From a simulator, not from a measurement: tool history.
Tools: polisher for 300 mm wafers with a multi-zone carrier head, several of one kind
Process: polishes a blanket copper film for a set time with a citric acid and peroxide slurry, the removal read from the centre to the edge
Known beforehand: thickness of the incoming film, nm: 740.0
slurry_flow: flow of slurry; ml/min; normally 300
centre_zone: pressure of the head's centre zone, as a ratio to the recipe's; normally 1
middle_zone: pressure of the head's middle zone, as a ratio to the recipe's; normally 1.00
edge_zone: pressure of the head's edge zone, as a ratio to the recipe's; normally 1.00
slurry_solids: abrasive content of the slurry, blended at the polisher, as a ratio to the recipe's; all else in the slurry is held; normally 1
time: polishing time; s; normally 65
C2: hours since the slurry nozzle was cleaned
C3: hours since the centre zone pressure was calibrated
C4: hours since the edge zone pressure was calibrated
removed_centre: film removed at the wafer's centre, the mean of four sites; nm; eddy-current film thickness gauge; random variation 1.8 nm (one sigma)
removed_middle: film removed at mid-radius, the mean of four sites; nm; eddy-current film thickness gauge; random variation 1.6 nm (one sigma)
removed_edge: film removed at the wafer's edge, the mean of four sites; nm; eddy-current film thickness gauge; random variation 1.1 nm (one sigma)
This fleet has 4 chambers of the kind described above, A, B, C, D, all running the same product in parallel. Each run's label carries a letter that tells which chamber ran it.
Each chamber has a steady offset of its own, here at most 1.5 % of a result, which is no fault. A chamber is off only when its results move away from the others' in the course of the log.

At hour 0.7: chamber B: worn pad replaced by a new one.
At hour 6.4: chamber A: worn pad replaced by a new one.
At hour 6.6: chamber B: edge zone pressure recalibrated.
Run 1B, hour 7.7: usual settings; wafers polished on this pad 58; C2 155.9; C3 499.3; C4 1.1. Result: removed_centre 152.84 nm, removed_middle 154.46 nm, removed_edge 153.88 nm.
Run 2A, hour 14.2: usual settings; wafers polished on this pad 64; C2 206.0; C3 139.3; C4 332.3. Result: removed_centre 155.24 nm, removed_middle 156.93 nm, removed_edge 154.09 nm.
Run 3D, hour 19.4: usual settings; wafers polished on this pad 683; C2 408.9; C3 110.5; C4 897.9. Result: removed_centre 151.35 nm, removed_middle 154.93 nm, removed_edge 155.02 nm.
Run 4C, hour 26.5: usual settings; wafers polished on this pad 469; C2 52.2; C3 733.6; C4 432.0. Result: removed_centre 156.87 nm, removed_middle 150.20 nm, removed_edge 155.23 nm.
Run 5D, hour 34.2: usual settings; wafers polished on this pad 805; C2 423.7; C3 125.3; C4 912.7. Result: removed_centre 150.68 nm, removed_middle 151.94 nm, removed_edge 155.02 nm.
At hour 35.5: chamber A: slurry nozzle cleaned.
Run 6C, hour 45.1: usual settings but slurry_flow 260 ml/min; wafers polished on this pad 622; C2 70.8; C3 752.2; C4 450.6. Result: removed_centre 152.82 nm, removed_middle 150.44 nm, removed_edge 154.30 nm.
Run 7A, hour 56.6: usual settings but slurry_flow 260 ml/min; wafers polished on this pad 413; C2 21.2; C3 181.7; C4 374.7. Result: removed_centre 152.50 nm, removed_middle 156.62 nm, removed_edge 153.93 nm.
Run 8B, hour 66.7: usual settings but slurry_flow 260 ml/min; wafers polished on this pad 544; C2 214.9; C3 558.3; C4 60.1. Result: removed_centre 153.14 nm, removed_middle 151.80 nm, removed_edge 152.30 nm.
Run 9D, hour 73.1: usual settings but slurry_flow 260 ml/min; wafers polished on this pad 1125; C2 462.6; C3 164.2; C4 951.6. Result: removed_centre 146.66 nm, removed_middle 152.81 nm, removed_edge 151.12 nm.
Run 10C, hour 81.6: usual settings; wafers polished on this pad 923; C2 107.3; C3 788.7; C4 487.1. Result: removed_centre 155.57 nm, removed_middle 152.52 nm, removed_edge 153.72 nm.
Run 11A, hour 86.9: usual settings; wafers polished on this pad 663; C2 51.5; C3 212.0; C4 405.0. Result: removed_centre 158.25 nm, removed_middle 154.58 nm, removed_edge 156.68 nm.
At hour 97.1: chamber C: worn pad replaced by a new one.
Run 12B, hour 98.0: usual settings; wafers polished on this pad 802; C2 246.2; C3 589.6; C4 91.4. Result: removed_centre 151.50 nm, removed_middle 155.81 nm, removed_edge 152.65 nm.
Run 13B, hour 105.0: usual settings; wafers polished on this pad 859; C2 253.2; C3 596.6; C4 98.4. Result: removed_centre 158.06 nm, removed_middle 155.14 nm, removed_edge 153.82 nm.
Run 14D, hour 111.2: usual settings; wafers polished on this pad 1439; C2 500.7; C3 202.3; C4 989.7. Result: removed_centre 148.58 nm, removed_middle 150.46 nm, removed_edge 151.67 nm.
At hour 122.9: chamber D: slurry nozzle cleaned.
Run 15A, hour 123.0: usual settings; wafers polished on this pad 960; C2 87.6; C3 248.1; C4 441.1. Result: removed_centre 157.64 nm, removed_middle 155.09 nm, removed_edge 153.79 nm.
Run 16C, hour 131.4: usual settings; wafers polished on this pad 282; C2 157.1; C3 838.5; C4 536.9. Result: removed_centre 155.72 nm, removed_middle 153.39 nm, removed_edge 153.67 nm.
At hour 136.8: chamber B: worn pad replaced by a new one.
Run 17C, hour 139.5: usual settings; wafers polished on this pad 349; C2 165.2; C3 846.6; C4 545.0. Result: removed_centre 154.62 nm, removed_middle 150.23 nm, removed_edge 155.25 nm.
Run 18D, hour 149.5: usual settings but middle_zone 0.93, time 74 s; wafers polished on this pad 1755; C2 26.7; C3 240.6; C4 1028.0. Result: removed_centre 169.40 nm, removed_middle 159.83 nm, removed_edge 171.78 nm.
Run 19B, hour 159.0: usual settings but middle_zone 0.93, time 74 s; wafers polished on this pad 183; C2 307.2; C3 650.6; C4 152.4. Result: removed_centre 179.37 nm, removed_middle 165.15 nm, removed_edge 175.46 nm.
At hour 163.4: chamber A: edge zone pressure recalibrated.
Run 20A, hour 164.3: usual settings but middle_zone 0.93, time 74 s; wafers polished on this pad 1300; C2 128.9; C3 289.4; C4 0.9. Result: removed_centre 182.63 nm, removed_middle 164.43 nm, removed_edge 175.73 nm.
Run 21B, hour 171.8: usual settings but middle_zone 0.93, time 74 s; wafers polished on this pad 288; C2 320.0; C3 663.4; C4 165.2. Result: removed_centre 176.99 nm, removed_middle 164.27 nm, removed_edge 175.74 nm.
At hour 177.3: chamber A: worn pad replaced by a new one.
Run 22C, hour 180.4: usual settings; wafers polished on this pad 686; C2 206.1; C3 887.5; C4 585.9. Result: removed_centre 156.24 nm, removed_middle 150.47 nm, removed_edge 154.00 nm.
Run 23D, hour 192.0: usual settings; wafers polished on this pad 2105; C2 69.2; C3 283.1; C4 1070.5. Result: removed_centre 145.23 nm, removed_middle 145.91 nm, removed_edge 147.30 nm.
Run 24A, hour 203.7: usual settings; wafers polished on this pad 217; C2 168.3; C3 328.8; C4 40.3. Result: removed_centre 157.06 nm, removed_middle 157.03 nm, removed_edge 157.67 nm.
Run 25D, hour 214.0: usual settings; wafers polished on this pad 2286; C2 91.2; C3 305.1; C4 1092.5. Result: removed_centre 142.76 nm, removed_middle 146.63 nm, removed_edge 147.53 nm.
Run 26B, hour 223.1: usual settings but middle_zone 0.93; wafers polished on this pad 711; C2 371.3; C3 714.7; C4 216.5. Result: removed_centre 152.14 nm, removed_middle 146.26 nm, removed_edge 154.83 nm.
At hour 225.4: chamber C: worn pad replaced by a new one.
Run 27A, hour 231.6: usual settings but middle_zone 0.93; wafers polished on this pad 447; C2 196.2; C3 356.7; C4 68.2. Result: removed_centre 158.09 nm, removed_middle 146.72 nm, removed_edge 156.09 nm.
Run 28C, hour 241.0: usual settings but middle_zone 0.93; wafers polished on this pad 128; C2 266.7; C3 948.1; C4 646.5. Result: removed_centre 153.64 nm, removed_middle 144.90 nm, removed_edge 154.64 nm.
Run 29B, hour 250.7: usual settings but middle_zone 0.93; wafers polished on this pad 938; C2 398.9; C3 742.3; C4 244.1. Result: removed_centre 156.73 nm, removed_middle 145.41 nm, removed_edge 155.17 nm.
At hour 253.0: chamber B: worn pad replaced by a new one.
Run 30A, hour 256.3: usual settings; wafers polished on this pad 651; C2 220.9; C3 381.4; C4 92.9. Result: removed_centre 161.17 nm, removed_middle 156.34 nm, removed_edge 155.63 nm.
Run 31D, hour 262.9: usual settings; wafers polished on this pad 2689; C2 140.1; C3 354.0; C4 1141.4. Result: removed_centre 142.60 nm, removed_middle 145.06 nm, removed_edge 144.62 nm.
At hour 263.6: chamber A: slurry nozzle cleaned.
Run 32C, hour 270.0: usual settings; wafers polished on this pad 367; C2 295.7; C3 977.1; C4 675.5. Result: removed_centre 155.61 nm, removed_middle 151.04 nm, removed_edge 154.35 nm.
Run 33B, hour 276.7: usual settings; wafers polished on this pad 195; C2 424.9; C3 768.3; C4 270.1. Result: removed_centre 154.72 nm, removed_middle 156.14 nm, removed_edge 156.67 nm.
Run 34A, hour 288.5: usual settings; wafers polished on this pad 916; C2 24.9; C3 413.6; C4 125.1. Result: removed_centre 155.01 nm, removed_middle 153.10 nm, removed_edge 154.28 nm.
Run 35C, hour 294.6: usual settings; wafers polished on this pad 570; C2 320.3; C3 1001.7; C4 700.1. Result: removed_centre 154.90 nm, removed_middle 151.26 nm, removed_edge 154.82 nm.
Run 36D, hour 303.6: usual settings; wafers polished on this pad 3024; C2 180.8; C3 394.7; C4 1182.1. Result: removed_centre 140.49 nm, removed_middle 140.74 nm, removed_edge 140.68 nm.
Run 37C, hour 312.6: usual settings; wafers polished on this pad 718; C2 338.3; C3 1019.7; C4 718.1. Result: removed_centre 155.05 nm, removed_middle 152.25 nm, removed_edge 155.42 nm.
At hour 317.3: chamber B: centre zone pressure recalibrated.
Run 38B, hour 321.5: usual settings; wafers polished on this pad 565; C2 469.7; C3 4.2; C4 314.9. Result: removed_centre 153.47 nm, removed_middle 153.28 nm, removed_edge 154.50 nm.
At hour 329.2: chamber A: worn pad replaced by a new one.
Run 39D, hour 332.2: usual settings; wafers polished on this pad 3260; C2 209.4; C3 423.3; C4 1210.7. Result: removed_centre 140.77 nm, removed_middle 141.98 nm, removed_edge 138.29 nm.
Run 40A, hour 339.8: usual settings but slurry_flow 370 ml/min, edge_zone 0.95; wafers polished on this pad 87; C2 76.2; C3 464.9; C4 176.4. Result: removed_centre 159.30 nm, removed_middle 157.59 nm, removed_edge 153.29 nm.

All 4 chambers run these settings next. Forecast each chamber's results:
Run 41A, hour 348.3: usual settings. Result: removed_centre ?, removed_middle ?, removed_edge ?.
Run 41B, hour 348.3: usual settings. Result: removed_centre ?, removed_middle ?, removed_edge ?.
Run 41C, hour 348.3: usual settings. Result: removed_centre ?, removed_middle ?, removed_edge ?.
Run 41D, hour 348.3: usual settings. Result: removed_centre ?, removed_middle ?, removed_edge ?.

run  removed_centre  removed_middle  removed_edge
41A          155.95          156.49        154.69
41B          154.74          152.84        154.66
41C          156.20          156.89        155.48
41D          133.87          139.03        139.26
